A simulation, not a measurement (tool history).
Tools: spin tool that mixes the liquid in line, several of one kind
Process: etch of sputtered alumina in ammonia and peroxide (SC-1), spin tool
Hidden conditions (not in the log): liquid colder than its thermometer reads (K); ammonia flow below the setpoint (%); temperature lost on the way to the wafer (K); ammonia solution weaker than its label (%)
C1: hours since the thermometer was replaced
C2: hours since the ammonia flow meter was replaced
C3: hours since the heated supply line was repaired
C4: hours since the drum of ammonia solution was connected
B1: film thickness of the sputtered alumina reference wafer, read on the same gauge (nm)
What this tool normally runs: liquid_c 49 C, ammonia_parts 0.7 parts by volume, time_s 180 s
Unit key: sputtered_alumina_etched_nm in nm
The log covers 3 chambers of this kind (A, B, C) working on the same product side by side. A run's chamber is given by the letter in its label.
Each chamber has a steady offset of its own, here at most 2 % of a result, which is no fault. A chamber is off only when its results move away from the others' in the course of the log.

run 1B day=0.279 | liquid_c=49 ammonia_parts=0.7 time_s=180 | C1=651 C2=584.1 C3=609.9 C4=22.4 | B1=150.02 | sputtered_alumina_etched_nm=5.9001
-- day=0.467 chamber C: new drum of ammonia solution connected
run 2C day=0.529 | liquid_c=49 ammonia_parts=0.7 time_s=180 | C1=293.5 C2=288.3 C3=825.9 C4=1.5 | B1=150.01 | sputtered_alumina_etched_nm=6.1222
run 3A day=0.658 | liquid_c=49 ammonia_parts=0.7 time_s=180 | C1=306.9 C2=340.6 C3=3102.5 C4=665.5 | B1=149.96 | sputtered_alumina_etched_nm=6.0203
run 4C day=0.933 | liquid_c=49 ammonia_parts=0.7 time_s=180 | C1=303.2 C2=298 C3=835.6 C4=11.2 | B1=149.99 | sputtered_alumina_etched_nm=6.1415
run 5B day=1.096 | liquid_c=49 ammonia_parts=0.7 time_s=180 | C1=670.6 C2=603.7 C3=629.5 C4=42 | B1=149.98 | sputtered_alumina_etched_nm=5.96
run 6A day=1.283 | liquid_c=49 ammonia_parts=0.7 time_s=180 | C1=321.9 C2=355.6 C3=3117.5 C4=680.5 | B1=150 | sputtered_alumina_etched_nm=6.1457
run 7B day=1.562 | liquid_c=49 ammonia_parts=0.7 time_s=180 | C1=681.8 C2=614.9 C3=640.7 C4=53.2 | B1=150.05 | sputtered_alumina_etched_nm=5.9444
run 8C day=1.783 | liquid_c=49 ammonia_parts=0.7 time_s=180 | C1=323.6 C2=318.4 C3=856 C4=31.6 | B1=149.96 | sputtered_alumina_etched_nm=6.157
run 9A day=1.908 | liquid_c=49 ammonia_parts=0.7 time_s=180 | C1=336.9 C2=370.6 C3=3132.5 C4=695.5 | B1=149.99 | sputtered_alumina_etched_nm=6.1061
run 10A day=2.104 | liquid_c=49 ammonia_parts=0.7 time_s=180 | C1=341.6 C2=375.3 C3=3137.2 C4=700.2 | B1=150.02 | sputtered_alumina_etched_nm=6.068
run 11C day=2.362 | liquid_c=49 ammonia_parts=0.7 time_s=180 | C1=337.5 C2=332.3 C3=869.9 C4=45.5 | B1=150.02 | sputtered_alumina_etched_nm=6.1295
run 12B day=2.625 | liquid_c=49 ammonia_parts=0.7 time_s=240 | C1=707.3 C2=640.4 C3=666.2 C4=78.7 | B1=149.97 | sputtered_alumina_etched_nm=7.9406
run 13A day=2.892 | liquid_c=49 ammonia_parts=0.7 time_s=240 | C1=360.5 C2=394.2 C3=3156.1 C4=719.1 | B1=149.99 | sputtered_alumina_etched_nm=8.1236
run 14C day=3.154 | liquid_c=49 ammonia_parts=0.7 time_s=240 | C1=356.5 C2=351.3 C3=888.9 C4=64.5 | B1=150.01 | sputtered_alumina_etched_nm=8.0534
run 15B day=3.379 | liquid_c=49 ammonia_parts=0.7 time_s=180 | C1=725.4 C2=658.5 C3=684.3 C4=96.8 | B1=149.99 | sputtered_alumina_etched_nm=6.0736
run 16A day=3.533 | liquid_c=49 ammonia_parts=0.7 time_s=180 | C1=375.9 C2=409.6 C3=3171.5 C4=734.5 | B1=150.01 | sputtered_alumina_etched_nm=6.0446
run 17B day=3.679 | liquid_c=56.5 ammonia_parts=0.35 time_s=180 | C1=732.6 C2=665.7 C3=691.5 C4=104 | B1=149.99 | sputtered_alumina_etched_nm=8.4028
run 18C day=3.938 | liquid_c=56.5 ammonia_parts=0.35 time_s=180 | C1=375.3 C2=370.1 C3=907.7 C4=83.3 | B1=150.03 | sputtered_alumina_etched_nm=8.275
run 19C day=4.204 | liquid_c=56.5 ammonia_parts=0.35 time_s=180 | C1=381.7 C2=376.5 C3=914.1 C4=89.7 | B1=150.01 | sputtered_alumina_etched_nm=8.1703
run 20A day=4.429 | liquid_c=49 ammonia_parts=0.7 time_s=180 | C1=397.4 C2=431.1 C3=3193 C4=756 | B1=150.01 | sputtered_alumina_etched_nm=6.114
run 21B day=4.629 | liquid_c=49 ammonia_parts=0.7 time_s=180 | C1=755.4 C2=688.5 C3=714.3 C4=126.8 | B1=149.95 | sputtered_alumina_etched_nm=5.9832
run 22B day=4.838 | liquid_c=49 ammonia_parts=0.7 time_s=180 | C1=760.4 C2=693.5 C3=719.3 C4=131.8 | B1=149.99 | sputtered_alumina_etched_nm=5.9557
run 23C day=5.038 | liquid_c=49 ammonia_parts=0.7 time_s=180 | C1=401.7 C2=396.5 C3=934.1 C4=109.7 | B1=149.99 | sputtered_alumina_etched_nm=5.8527
run 24A day=5.204 | liquid_c=49 ammonia_parts=0.7 time_s=180 | C1=416 C2=449.7 C3=3211.6 C4=774.6 | B1=150 | sputtered_alumina_etched_nm=6.1128
run 25A day=5.462 | liquid_c=49 ammonia_parts=0.7 time_s=180 | C1=422.2 C2=455.9 C3=3217.8 C4=780.8 | B1=150.02 | sputtered_alumina_etched_nm=6.0624
run 26C day=5.629 | liquid_c=49 ammonia_parts=0.7 time_s=180 | C1=415.9 C2=410.7 C3=948.3 C4=123.9 | B1=150.05 | sputtered_alumina_etched_nm=5.7532
run 27B day=5.892 | liquid_c=49 ammonia_parts=0.7 time_s=180 | C1=785.7 C2=718.8 C3=744.6 C4=157.1 | B1=149.98 | sputtered_alumina_etched_nm=6.0477
run 28B day=6.117 | liquid_c=49 ammonia_parts=0.7 time_s=180 | C1=791.1 C2=724.2 C3=750 C4=162.5 | B1=149.99 | sputtered_alumina_etched_nm=5.959
run 29C day=6.375 | liquid_c=49 ammonia_parts=0.7 time_s=180 | C1=433.8 C2=428.6 C3=966.2 C4=141.8 | B1=150 | sputtered_alumina_etched_nm=5.7405
run 30A day=6.633 | liquid_c=49 ammonia_parts=0.7 time_s=180 | C1=450.3 C2=484 C3=3245.9 C4=808.9 | B1=149.97 | sputtered_alumina_etched_nm=6.0882
run 31A day=6.862 | liquid_c=49 ammonia_parts=0.7 time_s=180 | C1=455.8 C2=489.5 C3=3251.4 C4=814.4 | B1=150.03 | sputtered_alumina_etched_nm=6.0609
run 32B day=7.029 | liquid_c=49 ammonia_parts=0.7 time_s=135 | C1=813 C2=746.1 C3=771.9 C4=184.4 | B1=150 | sputtered_alumina_etched_nm=4.4857
run 33C day=7.25 | liquid_c=49 ammonia_parts=0.7 time_s=135 | C1=454.8 C2=449.6 C3=987.2 C4=162.8 | B1=149.97 | sputtered_alumina_etched_nm=4.2927
run 34B day=7.467 | liquid_c=49 ammonia_parts=0.7 time_s=135 | C1=823.5 C2=756.6 C3=782.4 C4=194.9 | B1=150.06 | sputtered_alumina_etched_nm=4.5252
run 35C day=7.729 | liquid_c=49 ammonia_parts=0.7 time_s=180 | C1=466.3 C2=461.1 C3=998.7 C4=174.3 | B1=149.97 | sputtered_alumina_etched_nm=5.707
run 36A day=7.917 | liquid_c=49 ammonia_parts=0.7 time_s=180 | C1=481.1 C2=514.8 C3=3276.7 C4=839.7 | B1=150 | sputtered_alumina_etched_nm=6.1084
run 37C day=8.054 | liquid_c=49 ammonia_parts=0.7 time_s=180 | C1=474.1 C2=468.9 C3=1006.5 C4=182.1 | B1=150 | sputtered_alumina_etched_nm=5.629
run 38B day=8.175 | liquid_c=49 ammonia_parts=0.7 time_s=180 | C1=840.5 C2=773.6 C3=799.4 C4=211.9 | B1=150.02 | sputtered_alumina_etched_nm=5.9977
run 39A day=8.362 | liquid_c=49 ammonia_parts=0.7 time_s=180 | C1=491.8 C2=525.5 C3=3287.4 C4=850.4 | B1=150.03 | sputtered_alumina_etched_nm=6.1094
run 40A day=8.604 | liquid_c=49 ammonia_parts=0.7 time_s=180 | C1=497.6 C2=531.3 C3=3293.2 C4=856.2 | B1=149.99 | sputtered_alumina_etched_nm=6.0263
run 41B day=8.762 | liquid_c=49 ammonia_parts=0.7 time_s=180 | C1=854.6 C2=787.7 C3=813.5 C4=226 | B1=149.98 | sputtered_alumina_etched_nm=5.9367

Is one chamber off against the others, does the gauge drift, or is nothing wrong? If a chamber is off, say which, and what the likeliest cause is.

It is chamber C that slowly wanders off from its peers.
Likeliest cause: liquid colder than its thermometer reads (K) = 1.77.
With only this log, it may be confused with: temperature lost on the way to the wafer (K).

Here are 4 candidates for chamber C's next run, each the usual settings with a change, their results left as question marks. Which one brings its results back in line with what the others give on the usual settings?
Maximum distance from the other chambers' mean on the usual settings for a result to count as in line: sputtered_alumina_etched_nm 0.2 nm
run 42C-1 day=8.962 | liquid_c=49 ammonia_parts=0.7 time_s=175 | sputtered_alumina_etched_nm=?
run 42C-2 day=8.962 | liquid_c=49 ammonia_parts=0.7 time_s=185 | sputtered_alumina_etched_nm=?
run 42C-3 day=8.962 | liquid_c=49.5 ammonia_parts=0.7 time_s=190 | sputtered_alumina_etched_nm=?
run 42C-4 day=8.962 | liquid_c=48.5 ammonia_parts=0.7 time_s=170 | sputtered_alumina_etched_nm=?

Mean of the other chambers on the usual settings: sputtered_alumina_etched_nm 5.9977 nm
run=42C-1 sputtered_alumina_etched_nm=5.3902
run=42C-2 sputtered_alumina_etched_nm=5.6982
run=42C-3 sputtered_alumina_etched_nm=6.0182
run=42C-4 sputtered_alumina_etched_nm=5.0912
Change 42C-3 lands the chamber within the allowed miss of the other chambers.
